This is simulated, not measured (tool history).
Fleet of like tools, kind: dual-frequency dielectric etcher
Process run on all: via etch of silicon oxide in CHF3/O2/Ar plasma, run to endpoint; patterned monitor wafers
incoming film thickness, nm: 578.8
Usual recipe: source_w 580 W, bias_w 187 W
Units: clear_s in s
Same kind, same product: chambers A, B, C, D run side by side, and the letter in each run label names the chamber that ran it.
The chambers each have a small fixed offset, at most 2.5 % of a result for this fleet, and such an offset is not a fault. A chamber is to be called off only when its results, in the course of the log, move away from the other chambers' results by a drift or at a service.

| run | hour | source_w | bias_w | clear_s |
|---|---|---|---|---|
| 1A | 8.4 | 580 | 187 | 295.53 |
| 2D | 21.6 | 580 | 187 | 287.72 |
| 3C | 33.5 | 580 | 187 | 288.91 |
| 4B | 46.3 | 580 | 187 | 295.33 |
|  | 48 | chamber A: source power generator calibrated |
| 5D | 57.8 | 580 | 187 | 291.91 |
|  | 59.4 | chamber C: wet clean of the chamber |
|  | 64.2 | chamber A: bias power generator calibrated |
| 6B | 68.1 | 580 | 168 | 304.37 |
| 7A | 78.5 | 580 | 168 | 302.14 |
| 8C | 89.7 | 580 | 168 | 298.18 |
| 9B | 99.8 | 580 | 168 | 305.51 |
| 10D | 106.6 | 580 | 187 | 294.8 |
|  | 114.4 | chamber D: wet clean of the chamber |
| 11A | 116.5 | 580 | 187 | 288.33 |
| 12C | 129 | 580 | 187 | 287.72 |
|  | 136.1 | chamber B: wet clean of the chamber |
| 13A | 137.7 | 580 | 187 | 290.83 |
| 14D | 145 | 640 | 168 | 293.2 |
| 15B | 158.6 | 640 | 168 | 294.07 |
| 16C | 166.2 | 640 | 168 | 286.87 |
| 17C | 172.2 | 640 | 168 | 284.93 |
| 18A | 178.7 | 580 | 187 | 290.88 |
| 19D | 189.5 | 580 | 187 | 294.29 |
| 20B | 201.8 | 580 | 187 | 297.1 |
| 21C | 211.8 | 580 | 187 | 283.28 |
| 22D | 223.3 | 580 | 187 | 294 |
| 23B | 230.4 | 580 | 187 | 293.54 |
| 24A | 237.5 | 580 | 187 | 285.95 |
| 25C | 250.4 | 580 | 187 | 285.78 |
| 26A | 259.9 | 580 | 187 | 287.85 |
| 27D | 266.6 | 580 | 187 | 290.68 |
| 28B | 273.7 | 580 | 187 | 296.19 |
| 29C | 279.8 | 580 | 187 | 288.21 |
| 30B | 288.3 | 580 | 187 | 295.15 |
| 31A | 300.2 | 580 | 224 | 271.51 |
| 32D | 308.9 | 580 | 224 | 277.85 |
| 33A | 319.6 | 580 | 224 | 269.45 |
| 34B | 328 | 580 | 224 | 276.91 |
| 35D | 338.8 | 480 | 187 | 313.57 |
| 36C | 346.2 | 480 | 187 | 308.47 |
|  | 351 | chamber B: source power generator calibrated |
| 37B | 354.3 | 480 | 187 | 313.63 |
| 38D | 367.7 | 480 | 187 | 312.66 |
|  | 372.2 | chamber A: wet clean of the chamber |
| 39A | 374.7 | 580 | 187 | 292.04 |

Each of the 4 chambers runs these same settings next. Fill in every chamber's results:
| 40A | 384.5 | 580 | 229 | ? |
| 40B | 384.5 | 580 | 229 | ? |
| 40C | 384.5 | 580 | 229 | ? |
| 40D | 384.5 | 580 | 229 | ? |

| run | clear_s |
|---|---|
| 40A | 277.36 |
| 40B | 273.59 |
| 40C | 266.51 |
| 40D | 273.35 |
